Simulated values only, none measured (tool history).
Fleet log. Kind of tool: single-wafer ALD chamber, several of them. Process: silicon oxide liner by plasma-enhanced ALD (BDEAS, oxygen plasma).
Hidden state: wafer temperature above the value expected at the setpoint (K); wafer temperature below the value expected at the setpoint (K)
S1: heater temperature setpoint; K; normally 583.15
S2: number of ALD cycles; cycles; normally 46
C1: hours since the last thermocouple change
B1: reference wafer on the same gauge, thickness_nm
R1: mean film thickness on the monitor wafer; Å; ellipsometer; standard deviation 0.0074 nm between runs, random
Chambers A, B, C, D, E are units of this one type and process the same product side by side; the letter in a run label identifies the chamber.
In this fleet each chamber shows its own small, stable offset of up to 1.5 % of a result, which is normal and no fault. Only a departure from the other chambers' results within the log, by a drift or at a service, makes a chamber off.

{"run": "1B", "hour": 2.9, "S1": 583.15, "S2": 46, "C1": 584.3, "B1": 4.4886, "R1": 42.409}
{"run": "2C", "hour": 6.9, "S1": 583.15, "S2": 46, "C1": 1162.6, "B1": 4.4886, "R1": 41.701}
{"run": "3E", "hour": 12.5, "S1": 583.15, "S2": 46, "C1": 1416, "B1": 4.4875, "R1": 42.001}
{"run": "4A", "hour": 17.5, "S1": 583.15, "S2": 46, "C1": 940.2, "B1": 4.4869, "R1": 41.909}
{"run": "5D", "hour": 21.7, "S1": 583.15, "S2": 46, "C1": 862.4, "B1": 4.4854, "R1": 42.153}
{"run": "6D", "hour": 26.5, "S1": 583.15, "S2": 46, "C1": 867.2, "B1": 4.4856, "R1": 42.097}
{"run": "7C", "hour": 31.9, "S1": 583.15, "S2": 46, "C1": 1187.6, "B1": 4.4827, "R1": 41.538}
{"run": "8A", "hour": 36.4, "S1": 583.15, "S2": 46, "C1": 959.1, "B1": 4.4815, "R1": 42.033}
{"run": "9E", "hour": 40.7, "S1": 583.15, "S2": 46, "C1": 1444.2, "B1": 4.4802, "R1": 41.959}
{"run": "10B", "hour": 43.9, "S1": 583.15, "S2": 46, "C1": 625.3, "B1": 4.4789, "R1": 42.395}
{"run": "11B", "hour": 48.2, "S1": 583.15, "S2": 46, "C1": 629.6, "B1": 4.4803, "R1": 42.197}
{"run": "12A", "hour": 50.9, "S1": 583.15, "S2": 46, "C1": 973.6, "B1": 4.4799, "R1": 41.795}
{"run": "13D", "hour": 55.5, "S1": 583.15, "S2": 46, "C1": 896.2, "B1": 4.4805, "R1": 42.076}
{"run": "14E", "hour": 60.9, "S1": 583.15, "S2": 46, "C1": 1464.4, "B1": 4.4776, "R1": 42.092}
{"run": "15C", "hour": 64.4, "S1": 583.15, "S2": 46, "C1": 1220.1, "B1": 4.4759, "R1": 41.564}
{"run": "16D", "hour": 70.4, "S1": 572.15, "S2": 46, "C1": 911.1, "B1": 4.4744, "R1": 42.843}
{"run": "17B", "hour": 75.9, "S1": 572.15, "S2": 46, "C1": 657.3, "B1": 4.4734, "R1": 42.995}
{"run": "18E", "hour": 81.6, "S1": 572.15, "S2": 46, "C1": 1485.1, "B1": 4.4703, "R1": 42.723}
{"run": "19A", "hour": 87.6, "S1": 572.15, "S2": 46, "C1": 1010.3, "B1": 4.4719, "R1": 42.514}
{"run": "20C", "hour": 91.6, "S1": 572.15, "S2": 46, "C1": 1247.3, "B1": 4.4697, "R1": 42.316}
{"run": "21A", "hour": 95.1, "S1": 583.15, "S2": 46, "C1": 1017.8, "B1": 4.4706, "R1": 41.688}
{"run": "22C", "hour": 99.8, "S1": 583.15, "S2": 46, "C1": 1255.5, "B1": 4.4689, "R1": 41.485}
{"run": "23E", "hour": 105.3, "S1": 583.15, "S2": 46, "C1": 1508.8, "B1": 4.4672, "R1": 41.974}
{"run": "24B", "hour": 110.7, "S1": 583.15, "S2": 46, "C1": 692.1, "B1": 4.4665, "R1": 42.028}
{"run": "25D", "hour": 114.2, "S1": 583.15, "S2": 46, "C1": 954.9, "B1": 4.4658, "R1": 42}
{"run": "26E", "hour": 117.8, "S1": 583.15, "S2": 46, "C1": 1521.3, "B1": 4.4629, "R1": 41.852}
{"run": "27C", "hour": 122.9, "S1": 583.15, "S2": 46, "C1": 1278.6, "B1": 4.4645, "R1": 41.52}
{"run": "28D", "hour": 125.6, "S1": 583.15, "S2": 46, "C1": 966.3, "B1": 4.4642, "R1": 41.921}
{"run": "29A", "hour": 131.3, "S1": 583.15, "S2": 46, "C1": 1054, "B1": 4.4611, "R1": 41.713}
{"run": "30B", "hour": 134.2, "S1": 583.15, "S2": 46, "C1": 715.6, "B1": 4.4596, "R1": 42.168}
{"run": "31B", "hour": 138.5, "S1": 578.15, "S2": 46, "C1": 719.9, "B1": 4.4602, "R1": 42.347}
{"run": "32A", "hour": 143.5, "S1": 578.15, "S2": 46, "C1": 1066.2, "B1": 4.4595, "R1": 42.01}

Does one chamber stand apart from the rest, does the shared gauge drift, or is all well apart from small per-chamber offsets? Give the chamber and the most likely cause, where there is one.

Every chamber seems to shift together because the gauge that measures them all drifts; the chambers themselves are fine.
Cause: gauge reads low (%) = 0.72.

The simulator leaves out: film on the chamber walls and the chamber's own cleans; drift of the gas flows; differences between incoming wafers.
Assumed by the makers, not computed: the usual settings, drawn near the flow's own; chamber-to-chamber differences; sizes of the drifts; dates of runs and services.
